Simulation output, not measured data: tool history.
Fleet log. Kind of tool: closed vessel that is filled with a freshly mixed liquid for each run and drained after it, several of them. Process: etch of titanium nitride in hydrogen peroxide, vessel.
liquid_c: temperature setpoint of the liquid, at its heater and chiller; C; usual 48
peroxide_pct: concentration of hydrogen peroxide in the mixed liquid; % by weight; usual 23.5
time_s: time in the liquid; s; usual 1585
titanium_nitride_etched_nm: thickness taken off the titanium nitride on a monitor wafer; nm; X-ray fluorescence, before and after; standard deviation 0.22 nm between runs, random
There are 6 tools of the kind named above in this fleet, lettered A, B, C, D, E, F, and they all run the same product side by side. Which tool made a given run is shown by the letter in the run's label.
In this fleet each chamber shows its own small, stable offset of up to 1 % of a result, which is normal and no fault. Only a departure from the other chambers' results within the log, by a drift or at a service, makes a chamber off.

run,day,liquid_c,peroxide_pct,time_s,"read-back film thickness of the titanium nitride reference wafer, read on the same gauge (nm)",titanium_nitride_etched_nm
1D,0.2,48,23.5,1585,150.01,42.917
2A,0.392,48,23.5,1585,150.01,43.513
3B,0.654,48,23.5,1585,150.03,43.566
4E,0.967,48,23.5,1585,149.99,43.642
5F,1.154,48,23.5,1585,150,43.098
# day 1.175: chamber B: new drum of peroxide connected
6C,1.304,48,23.5,1585,150,43.799
7D,1.608,48,23.5,1585,150,42.993
8F,1.888,48,23.5,1585,150,43.128
9B,2.112,48,27,715,150,20.39
10C,2.371,48,27,715,149.99,20.317
11E,2.658,48,27,715,149.99,20.223
12A,2.858,48,27,715,150.02,20.25
13C,3.029,48,27,715,150,20.232
14F,3.329,48,27,715,150,20.007
15D,3.508,48,23.5,1585,150.01,43.11
# day 3.725: chamber E: thermometer replaced
16E,3.754,48,23.5,1585,150.02,43.921
17B,4.033,48,23.5,1585,149.98,43.223
18A,4.221,41,17,1585,150,23.929
19B,4.479,41,17,1585,150,24.029
20F,4.662,41,17,1585,150,24.046
21A,4.867,41,17,1585,149.97,23.863
22C,5.121,41,17,1585,150,24.248
23E,5.321,41,17,1585,150.01,24.349
24D,5.538,48,23.5,1585,150.02,43.398
25B,5.85,48,23.5,1585,149.99,43.622
26F,6.129,48,23.5,1585,150,43.287
27D,6.35,52,23.5,2330,150.01,84.946
28A,6.65,52,23.5,2330,150,85.684
29E,6.912,52,23.5,2330,150.01,86.489
# day 6.95: chamber A: peroxide flow meter replaced
30C,7.192,52,23.5,2330,149.98,85.93
31A,7.417,52,23.5,2330,149.98,85.524
32D,7.6,52,23.5,2330,150,84.907
33B,7.879,48,23.5,1585,149.99,43.463
34F,8.129,48,23.5,1585,149.99,43.349
35C,8.358,48,23.5,1585,150.03,43.793
# day 8.546: chamber C: new drum of peroxide connected
# day 8.567: chamber C: peroxide flow meter replaced
36E,8.567,48,23.5,1585,150,43.633
37D,8.754,48,23.5,1585,150,43.078
38C,9,48,23.5,1585,150,43.671
39B,9.304,48,23.5,1585,149.98,43.539
40F,9.525,48,23.5,2255,150.02,62.096
41A,9.717,48,23.5,2255,149.97,61.627
42E,9.992,48,23.5,2255,150.01,62.356

Predict what each chamber gives when all 6 of them run the settings below next.
43A,10.229,48,23.5,1585,,?
43B,10.229,48,23.5,1585,,?
43C,10.229,48,23.5,1585,,?
43D,10.229,48,23.5,1585,,?
43E,10.229,48,23.5,1585,,?
43F,10.229,48,23.5,1585,,?

run,titanium_nitride_etched_nm
43A,43.503
43B,43.496
43C,43.516
43D,43.246
43E,43.824
43F,43.467

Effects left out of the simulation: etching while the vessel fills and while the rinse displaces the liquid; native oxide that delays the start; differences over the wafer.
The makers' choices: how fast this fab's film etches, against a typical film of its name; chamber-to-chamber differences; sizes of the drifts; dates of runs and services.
